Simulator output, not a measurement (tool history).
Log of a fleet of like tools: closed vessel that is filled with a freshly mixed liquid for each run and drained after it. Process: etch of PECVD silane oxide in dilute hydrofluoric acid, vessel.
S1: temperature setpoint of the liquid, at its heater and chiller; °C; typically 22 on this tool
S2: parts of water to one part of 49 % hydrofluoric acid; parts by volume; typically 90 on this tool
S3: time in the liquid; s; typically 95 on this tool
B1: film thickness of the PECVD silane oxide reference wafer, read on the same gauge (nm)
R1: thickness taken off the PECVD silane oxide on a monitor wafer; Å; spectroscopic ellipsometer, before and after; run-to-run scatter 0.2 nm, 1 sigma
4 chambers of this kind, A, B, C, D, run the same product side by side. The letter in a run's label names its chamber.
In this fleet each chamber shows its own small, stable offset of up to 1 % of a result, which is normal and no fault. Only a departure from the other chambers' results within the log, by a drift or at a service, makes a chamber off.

| run | day | S1 | S2 | S3 | B1 | R1 |
|---|---|---|---|---|---|---|
| 1A | 0.483 | 22 | 90 | 95 | 49.972 | 297.02 |
| 2C | 1.054 | 22 | 90 | 95 | 49.996 | 296.80 |
| 3D | 1.567 | 22 | 90 | 95 | 49.990 | 297.70 |
| 4B | 2.033 | 22 | 90 | 95 | 50.021 | 298.21 |
| 5C | 2.533 | 19 | 90 | 70 | 49.990 | 192.74 |
| 6A | 2.804 | 19 | 90 | 70 | 50.006 | 197.58 |
| 7B | 3.367 | 19 | 90 | 70 | 50.015 | 194.58 |
| 8D | 3.854 | 19 | 90 | 70 | 50.014 | 195.94 |
| 9D | 4.375 | 22 | 90 | 95 | 49.958 | 299.49 |
| 10C | 4.808 | 22 | 90 | 95 | 49.985 | 300.31 |
| 11A | 5.229 | 22 | 90 | 95 | 49.974 | 296.15 |
| 12B | 5.771 | 22 | 90 | 95 | 49.980 | 297.14 |
| 13D | 6.221 | 22 | 90 | 95 | 49.980 | 298.83 |
| 14A | 6.704 | 22 | 90 | 95 | 50.011 | 299.11 |
| 15B | 7.133 | 22 | 90 | 95 | 50.023 | 299.20 |
|  | 7.146 | chamber D: thermometer replaced |
| 16C | 7.604 | 22 | 90 | 95 | 50.039 | 295.20 |
| 17D | 7.875 | 22 | 90 | 95 | 50.002 | 301.06 |
| 18B | 8.254 | 22 | 90 | 95 | 50.030 | 299.97 |
| 19A | 8.700 | 22 | 60 | 95 | 50.000 | 460.10 |
| 20C | 9.171 | 22 | 60 | 95 | 50.012 | 470.99 |
| 21D | 9.633 | 22 | 60 | 95 | 50.000 | 461.05 |
| 22C | 9.962 | 22 | 60 | 95 | 49.987 | 469.69 |
| 23A | 10.383 | 22 | 90 | 95 | 50.016 | 299.03 |
| 24B | 10.692 | 22 | 90 | 95 | 49.996 | 299.41 |
| 25B | 11.154 | 22 | 90 | 60 | 50.034 | 189.63 |
| 26A | 11.583 | 22 | 90 | 60 | 49.978 | 188.66 |
| 27C | 12.175 | 22 | 90 | 60 | 49.993 | 189.99 |
| 28D | 12.492 | 22 | 90 | 60 | 49.975 | 190.18 |
| 29B | 12.825 | 22 | 90 | 95 | 49.965 | 300.57 |
| 30A | 13.162 | 22 | 90 | 95 | 50.022 | 298.60 |
| 31C | 13.504 | 22 | 90 | 95 | 50.013 | 300.66 |
| 32D | 14.079 | 26 | 90 | 135 | 50.024 | 499.44 |
|  | 14.146 | chamber B: thermometer replaced |
| 33D | 14.375 | 26 | 90 | 135 | 49.972 | 503.19 |
|  | 14.492 | chamber A: thermometer replaced |
| 34C | 14.879 | 26 | 90 | 135 | 50.000 | 494.78 |
| 35A | 15.312 | 26 | 90 | 135 | 49.997 | 499.96 |
| 36B | 15.579 | 22 | 90 | 95 | 49.960 | 298.11 |
| 37C | 16.104 | 22 | 90 | 95 | 49.996 | 296.64 |
| 38A | 16.400 | 22 | 90 | 95 | 49.998 | 303.43 |
| 39B | 16.879 | 22 | 115 | 125 | 49.993 | 297.55 |
| 40D | 17.350 | 22 | 115 | 125 | 49.990 | 300.23 |

Does one chamber stand apart from the rest, does the shared gauge drift, or is all well apart from small per-chamber offsets? Give the chamber and the most likely cause, where there is one.

No chamber is off and the gauge is stable; the differences are just each chamber's small, constant offset.

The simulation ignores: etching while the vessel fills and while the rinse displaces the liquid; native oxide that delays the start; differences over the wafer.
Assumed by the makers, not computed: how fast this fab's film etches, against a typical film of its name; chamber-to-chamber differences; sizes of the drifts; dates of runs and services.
